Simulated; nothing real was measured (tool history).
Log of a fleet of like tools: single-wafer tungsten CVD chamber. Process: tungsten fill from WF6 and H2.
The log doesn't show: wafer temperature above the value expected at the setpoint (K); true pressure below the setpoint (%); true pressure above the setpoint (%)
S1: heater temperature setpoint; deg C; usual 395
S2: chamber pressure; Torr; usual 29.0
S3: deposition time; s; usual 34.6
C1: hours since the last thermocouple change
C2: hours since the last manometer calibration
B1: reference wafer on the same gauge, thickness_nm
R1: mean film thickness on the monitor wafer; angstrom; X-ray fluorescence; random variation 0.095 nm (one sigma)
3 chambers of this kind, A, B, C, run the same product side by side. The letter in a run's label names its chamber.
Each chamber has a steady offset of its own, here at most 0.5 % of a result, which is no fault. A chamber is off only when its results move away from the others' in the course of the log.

run   hour   S1    S2    S3      C1      C2      B1      R1
 1C   10.3  395  29.0  34.6    86.5   260.6  87.986  904.17
 2A   18.4  395  29.0  34.6  1864.2   478.6  87.989  905.48
 3B   25.2  395  29.0  34.6  1532.6  1199.8  87.982  904.16
 4C   39.4  395  29.0  34.6   115.6   289.7  87.971  902.94
 5B   52.1  395  34.5  34.6  1559.5  1226.7  87.924  979.57
 6A   60.8  395  34.5  34.6  1906.6   521.0  87.945  980.38
 7B   69.6  395  34.5  34.6  1577.0  1244.2  87.939  979.91
 8C   79.5  395  29.0  34.6   155.7   329.8  87.912  905.38
 9A   90.3  395  29.0  34.6  1936.1   550.5  87.943  905.02
10C  105.3  395  29.0  34.6   181.5   355.6  87.925  903.54
11B  113.4  395  29.0  34.6  1620.8  1288.0  87.916  902.94
12A  127.7  395  29.0  34.6  1973.5   587.9  87.873  903.75
13A  139.8  395  29.0  34.6  1985.6   600.0  87.859  902.73
14B  149.9  395  29.0  34.6  1657.3  1324.5  87.862  904.35
15C  159.0  395  29.0  34.6   235.2   409.3  87.838  903.61
16B  169.8  395  29.0  34.6  1677.2  1344.4  87.846  902.08
     174.3  -- chamber B: capacitance manometer re-zeroed and calibrated
17C  180.8  395  29.0  34.6   257.0   431.1  87.846  904.20
18A  189.8  395  29.0  34.6  2035.6   650.0  87.847  902.97
19B  202.4  395  29.0  34.6  1709.8    28.2  87.823  900.28
20A  209.1  395  29.0  34.6  2054.9   669.3  87.840  902.90
21C  221.1  395  29.0  34.6   297.3   471.4  87.816  902.92
22A  234.9  395  29.0  34.6  2080.7   695.1  87.785  902.15
23B  241.5  395  29.0  34.6  1748.9    67.3  87.787  899.51
24C  248.0  395  29.0  34.6   324.2   498.3  87.775  900.71
25A  262.2  395  29.0  34.6  2108.0   722.4  87.754  903.13
26B  272.5  395  29.0  34.6  1779.9    98.3  87.745  902.10
27C  284.4  395  29.0  34.6   360.6   534.7  87.727  903.35
28C  291.0  395  29.0  34.6   367.2   541.3  87.733  901.97
29A  304.1  395  29.0  34.6  2149.9   764.3  87.749  901.75
30B  313.2  389  31.8  34.6  1820.6   139.0  87.721  838.81
31B  326.9  389  31.8  34.6  1834.3   152.7  87.727  839.36
32A  339.3  389  31.8  34.6  2185.1   799.5  87.696  840.85
33C  351.9  395  29.0  34.6   428.1   602.2  87.695  901.86
34B  364.6  395  29.0  34.6  1872.0   190.4  87.718  898.45
35C  374.8  395  29.0  34.6   451.0   625.1  87.668  900.93
36A  386.5  395  29.0  34.6  2232.3   846.7  87.648  899.98
37C  398.8  395  29.0  34.6   475.0   649.1  87.665  900.52
38A  406.3  395  29.0  34.6  2252.1   866.5  87.629  899.73
39B  414.1  395  29.0  34.6  1921.5   239.9  87.635  901.53
40C  422.1  395  29.0  34.6   498.3   672.4  87.627  900.86

What goes on in this fleet: one chamber off, a drifting gauge, or nothing beyond the chambers' own small offsets? Name the chamber and the cause, if any.

The gauge drifts, so all chambers seem to drift together. No chamber is off.
Cause: gauge reads low (%) = 0.432.

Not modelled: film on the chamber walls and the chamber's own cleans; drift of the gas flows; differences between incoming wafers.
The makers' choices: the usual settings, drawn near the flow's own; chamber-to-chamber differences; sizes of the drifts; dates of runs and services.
